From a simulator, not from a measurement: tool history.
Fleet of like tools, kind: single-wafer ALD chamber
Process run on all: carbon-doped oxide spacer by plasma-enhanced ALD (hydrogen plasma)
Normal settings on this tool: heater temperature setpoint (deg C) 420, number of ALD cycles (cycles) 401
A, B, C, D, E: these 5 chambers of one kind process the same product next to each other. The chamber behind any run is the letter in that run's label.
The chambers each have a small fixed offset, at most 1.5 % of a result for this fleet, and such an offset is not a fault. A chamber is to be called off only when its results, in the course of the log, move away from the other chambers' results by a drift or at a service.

| run | hour | heater temperature setpoint (deg C) | number of ALD cycles (cycles) | read-back reference wafer on the same gauge, thickness_nm | mean film thickness on the monitor wafer (Å) |
|---|---|---|---|---|---|
| 1D | 7.8 | 420 | 401 | 15.395 | 191.32 |
| 2B | 14.3 | 420 | 401 | 15.399 | 188.92 |
| 3E | 18 | 420 | 401 | 15.399 | 188.94 |
| 4A | 24.5 | 420 | 401 | 15.393 | 187.48 |
| 5C | 30.5 | 420 | 401 | 15.389 | 187.59 |
| 6C | 34.4 | 420 | 401 | 15.387 | 187.21 |
| 7D | 41.1 | 434 | 365 | 15.384 | 166.12 |
| 8B | 48.8 | 434 | 365 | 15.379 | 164.17 |
| 9E | 55.9 | 434 | 365 | 15.381 | 163.99 |
| 10A | 62.1 | 434 | 365 | 15.379 | 163.14 |
| 11E | 68 | 434 | 365 | 15.375 | 164.05 |
| 12C | 71.9 | 420 | 401 | 15.371 | 187.45 |
| 13A | 78.7 | 420 | 401 | 15.375 | 186.92 |
| 14D | 86.1 | 420 | 401 | 15.372 | 190.41 |
| 15B | 89.5 | 420 | 401 | 15.365 | 188.52 |
| 16D | 95.7 | 420 | 401 | 15.364 | 190.62 |
| 17E | 99.2 | 431 | 447 | 15.363 | 202.38 |
| 18A | 106.9 | 431 | 447 | 15.362 | 201.25 |
| 19C | 110.4 | 431 | 447 | 15.356 | 201.72 |
| 20B | 117.9 | 431 | 447 | 15.358 | 202.61 |
| 21A | 122.7 | 431 | 447 | 15.359 | 201.78 |
| 22B | 130.1 | 420 | 401 | 15.353 | 188.14 |
| 23D | 135.9 | 420 | 401 | 15.35 | 190.64 |
| 24E | 141.4 | 420 | 401 | 15.354 | 188.08 |
| 25C | 146.5 | 420 | 401 | 15.349 | 187.28 |
| 26E | 150.5 | 420 | 401 | 15.34 | 188.44 |
| 27C | 157.3 | 420 | 323 | 15.347 | 150.34 |
| 28B | 161.1 | 420 | 323 | 15.341 | 151.82 |
| 29A | 166.2 | 420 | 323 | 15.34 | 150.25 |
| 30D | 173.9 | 420 | 323 | 15.337 | 153 |
| 31C | 179.6 | 420 | 323 | 15.339 | 151.02 |
| 32B | 184.7 | 420 | 401 | 15.334 | 187.96 |
| 33E | 192.2 | 420 | 401 | 15.334 | 187.92 |
| 34A | 199.3 | 420 | 401 | 15.333 | 186.37 |
| 35D | 204.3 | 420 | 401 | 15.326 | 190.1 |
| 36C | 210.2 | 420 | 401 | 15.327 | 186.87 |
| 37E | 215.8 | 420 | 401 | 15.322 | 188.37 |
| 38A | 222 | 420 | 401 | 15.322 | 187 |

Has any chamber moved away from the others, gradually or after a service, or does the common gauge drift, or do the chambers differ only by their own small steady offsets? State the chamber and the most likely cause if one applies.

No chamber is off; the gauge reading every chamber's wafers drifts, which makes the whole fleet appear to move together.
What lies behind it: gauge reads low (%) = 0.52.
